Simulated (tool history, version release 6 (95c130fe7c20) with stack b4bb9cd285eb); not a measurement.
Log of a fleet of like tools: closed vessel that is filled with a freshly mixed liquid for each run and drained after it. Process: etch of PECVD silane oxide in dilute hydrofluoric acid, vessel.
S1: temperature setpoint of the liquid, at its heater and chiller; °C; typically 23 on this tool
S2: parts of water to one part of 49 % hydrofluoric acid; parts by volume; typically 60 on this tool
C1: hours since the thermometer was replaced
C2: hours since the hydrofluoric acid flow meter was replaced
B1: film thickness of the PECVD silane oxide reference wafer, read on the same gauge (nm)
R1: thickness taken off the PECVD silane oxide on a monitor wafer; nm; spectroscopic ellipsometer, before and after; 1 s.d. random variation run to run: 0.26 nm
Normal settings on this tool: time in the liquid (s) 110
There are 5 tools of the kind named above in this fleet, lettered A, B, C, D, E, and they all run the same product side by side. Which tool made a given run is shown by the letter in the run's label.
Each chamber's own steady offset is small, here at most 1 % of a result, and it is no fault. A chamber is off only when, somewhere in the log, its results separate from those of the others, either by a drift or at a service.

{"run": "1E", "hour": 14.6, "S1": 23, "S2": 60, "time in the liquid (s)": 110, "C1": 634.6, "C2": 405.9, "B1": 119.98, "R1": 37.553}
{"run": "2B", "hour": 28.4, "S1": 23, "S2": 60, "time in the liquid (s)": 110, "C1": 978.7, "C2": 483.3, "B1": 119.98, "R1": 37.726}
{"run": "3C", "hour": 42.5, "S1": 23, "S2": 60, "time in the liquid (s)": 110, "C1": 1504.1, "C2": 494, "B1": 120, "R1": 37.686}
{"run": "4D", "hour": 50.9, "S1": 23, "S2": 60, "time in the liquid (s)": 110, "C1": 62.7, "C2": 514.9, "B1": 120.01, "R1": 37.865}
{"run": "5A", "hour": 64.8, "S1": 23, "S2": 60, "time in the liquid (s)": 110, "C1": 1409.2, "C2": 539.6, "B1": 120.01, "R1": 37.982}
{"run": "6B", "hour": 75.6, "S1": 23, "S2": 60, "time in the liquid (s)": 110, "C1": 1025.9, "C2": 530.5, "B1": 119.99, "R1": 37.384}
{"run": "7C", "hour": 83.5, "S1": 23, "S2": 60, "time in the liquid (s)": 110, "C1": 1545.1, "C2": 535, "B1": 120.02, "R1": 37.492}
{"hour": 85.2, "done": "chamber B: thermometer replaced"}
{"hour": 90.4, "done": "chamber C: thermometer replaced"}
{"run": "8E", "hour": 92.1, "S1": 23, "S2": 60, "time in the liquid (s)": 110, "C1": 712.1, "C2": 483.4, "B1": 119.98, "R1": 37.734}
{"run": "9D", "hour": 106.5, "S1": 23, "S2": 60, "time in the liquid (s)": 110, "C1": 118.3, "C2": 570.5, "B1": 120.02, "R1": 38.444}
{"run": "10A", "hour": 119.7, "S1": 23, "S2": 60, "time in the liquid (s)": 110, "C1": 1464.1, "C2": 594.5, "B1": 120.01, "R1": 38.12}
{"run": "11C", "hour": 127.9, "S1": 23, "S2": 60, "time in the liquid (s)": 110, "C1": 37.6, "C2": 579.4, "B1": 120, "R1": 37.879}
{"run": "12B", "hour": 136.8, "S1": 23, "S2": 60, "time in the liquid (s)": 110, "C1": 51.7, "C2": 591.7, "B1": 120.01, "R1": 37.93}
{"run": "13A", "hour": 149.3, "S1": 21, "S2": 60, "time in the liquid (s)": 165, "C1": 1493.7, "C2": 624.1, "B1": 119.99, "R1": 51.929}
{"run": "14E", "hour": 162.3, "S1": 21, "S2": 60, "time in the liquid (s)": 165, "C1": 782.3, "C2": 553.6, "B1": 120, "R1": 51.984}
{"run": "15D", "hour": 177.1, "S1": 21, "S2": 60, "time in the liquid (s)": 165, "C1": 188.9, "C2": 641.1, "B1": 120.01, "R1": 52.411}
{"hour": 185.9, "done": "chamber D: hydrofluoric acid flow meter replaced"}
{"hour": 186.2, "done": "chamber A: hydrofluoric acid flow meter replaced"}
{"run": "16A", "hour": 187.4, "S1": 21, "S2": 60, "time in the liquid (s)": 165, "C1": 1531.8, "C2": 1.3, "B1": 120.01, "R1": 51.895}
{"run": "17C", "hour": 194.5, "S1": 21, "S2": 60, "time in the liquid (s)": 165, "C1": 104.2, "C2": 646, "B1": 119.97, "R1": 51.793}
{"run": "18D", "hour": 203.8, "S1": 23, "S2": 60, "time in the liquid (s)": 110, "C1": 215.6, "C2": 17.9, "B1": 119.99, "R1": 38.17}
{"run": "19B", "hour": 218.1, "S1": 18.5, "S2": 60, "time in the liquid (s)": 160, "C1": 133, "C2": 673, "B1": 120, "R1": 44.824}
{"run": "20E", "hour": 230.1, "S1": 18.5, "S2": 60, "time in the liquid (s)": 160, "C1": 850.1, "C2": 621.4, "B1": 119.99, "R1": 46.639}
{"run": "21D", "hour": 241.4, "S1": 18.5, "S2": 60, "time in the liquid (s)": 160, "C1": 253.2, "C2": 55.5, "B1": 120.02, "R1": 45.19}
{"run": "22A", "hour": 255.6, "S1": 18.5, "S2": 60, "time in the liquid (s)": 160, "C1": 1600, "C2": 69.5, "B1": 120.01, "R1": 44.43}
{"run": "23B", "hour": 268.9, "S1": 18.5, "S2": 60, "time in the liquid (s)": 160, "C1": 183.8, "C2": 723.8, "B1": 120.01, "R1": 45.136}
{"run": "24C", "hour": 276.0, "S1": 23, "S2": 60, "time in the liquid (s)": 110, "C1": 185.7, "C2": 727.5, "B1": 119.97, "R1": 37.815}
{"run": "25E", "hour": 291.0, "S1": 23, "S2": 60, "time in the liquid (s)": 110, "C1": 911, "C2": 682.3, "B1": 119.99, "R1": 39.234}
{"run": "26D", "hour": 300.9, "S1": 23, "S2": 60, "time in the liquid (s)": 110, "C1": 312.7, "C2": 115, "B1": 120.01, "R1": 37.482}
{"run": "27A", "hour": 312.7, "S1": 23, "S2": 60, "time in the liquid (s)": 110, "C1": 1657.1, "C2": 126.6, "B1": 120, "R1": 37.485}
{"run": "28E", "hour": 323.9, "S1": 23, "S2": 60, "time in the liquid (s)": 110, "C1": 943.9, "C2": 715.2, "B1": 119.99, "R1": 39.843}
{"run": "29B", "hour": 331.5, "S1": 23, "S2": 60, "time in the liquid (s)": 110, "C1": 246.4, "C2": 786.4, "B1": 120, "R1": 37.656}
{"run": "30C", "hour": 342.6, "S1": 23, "S2": 60, "time in the liquid (s)": 110, "C1": 252.3, "C2": 794.1, "B1": 120.01, "R1": 38.023}
{"run": "31C", "hour": 356.9, "S1": 23, "S2": 60, "time in the liquid (s)": 110, "C1": 266.6, "C2": 808.4, "B1": 119.99, "R1": 37.144}
{"run": "32B", "hour": 371.4, "S1": 23, "S2": 60, "time in the liquid (s)": 90, "C1": 286.3, "C2": 826.3, "B1": 120, "R1": 30.662}
{"run": "33E", "hour": 379.7, "S1": 23, "S2": 60, "time in the liquid (s)": 90, "C1": 999.7, "C2": 771, "B1": 120, "R1": 32.948}
{"run": "34D", "hour": 393.2, "S1": 23, "S2": 60, "time in the liquid (s)": 90, "C1": 405, "C2": 207.3, "B1": 120, "R1": 30.671}
{"run": "35A", "hour": 400.5, "S1": 23, "S2": 60, "time in the liquid (s)": 90, "C1": 1744.9, "C2": 214.4, "B1": 120.01, "R1": 30.634}
{"run": "36D", "hour": 413.6, "S1": 23, "S2": 60, "time in the liquid (s)": 90, "C1": 425.4, "C2": 227.7, "B1": 120, "R1": 31.125}
{"run": "37C", "hour": 424.6, "S1": 23, "S2": 60, "time in the liquid (s)": 110, "C1": 334.3, "C2": 876.1, "B1": 119.99, "R1": 37.282}
{"run": "38B", "hour": 436.1, "S1": 23, "S2": 60, "time in the liquid (s)": 110, "C1": 351, "C2": 891, "B1": 119.98, "R1": 37.378}

All chambers now run identical settings, listed one chamber a line with results as question marks. What results will each chamber show?
{"run": "39A", "hour": 447.5, "S1": 23, "S2": 60, "time in the liquid (s)": 110, "R1": "?"}
{"run": "39B", "hour": 447.5, "S1": 23, "S2": 60, "time in the liquid (s)": 110, "R1": "?"}
{"run": "39C", "hour": 447.5, "S1": 23, "S2": 60, "time in the liquid (s)": 110, "R1": "?"}
{"run": "39D", "hour": 447.5, "S1": 23, "S2": 60, "time in the liquid (s)": 110, "R1": "?"}
{"run": "39E", "hour": 447.5, "S1": 23, "S2": 60, "time in the liquid (s)": 110, "R1": "?"}

run=39A R1=37.393
run=39B R1=37.599
run=39C R1=37.585
run=39D R1=37.481
run=39E R1=40.947

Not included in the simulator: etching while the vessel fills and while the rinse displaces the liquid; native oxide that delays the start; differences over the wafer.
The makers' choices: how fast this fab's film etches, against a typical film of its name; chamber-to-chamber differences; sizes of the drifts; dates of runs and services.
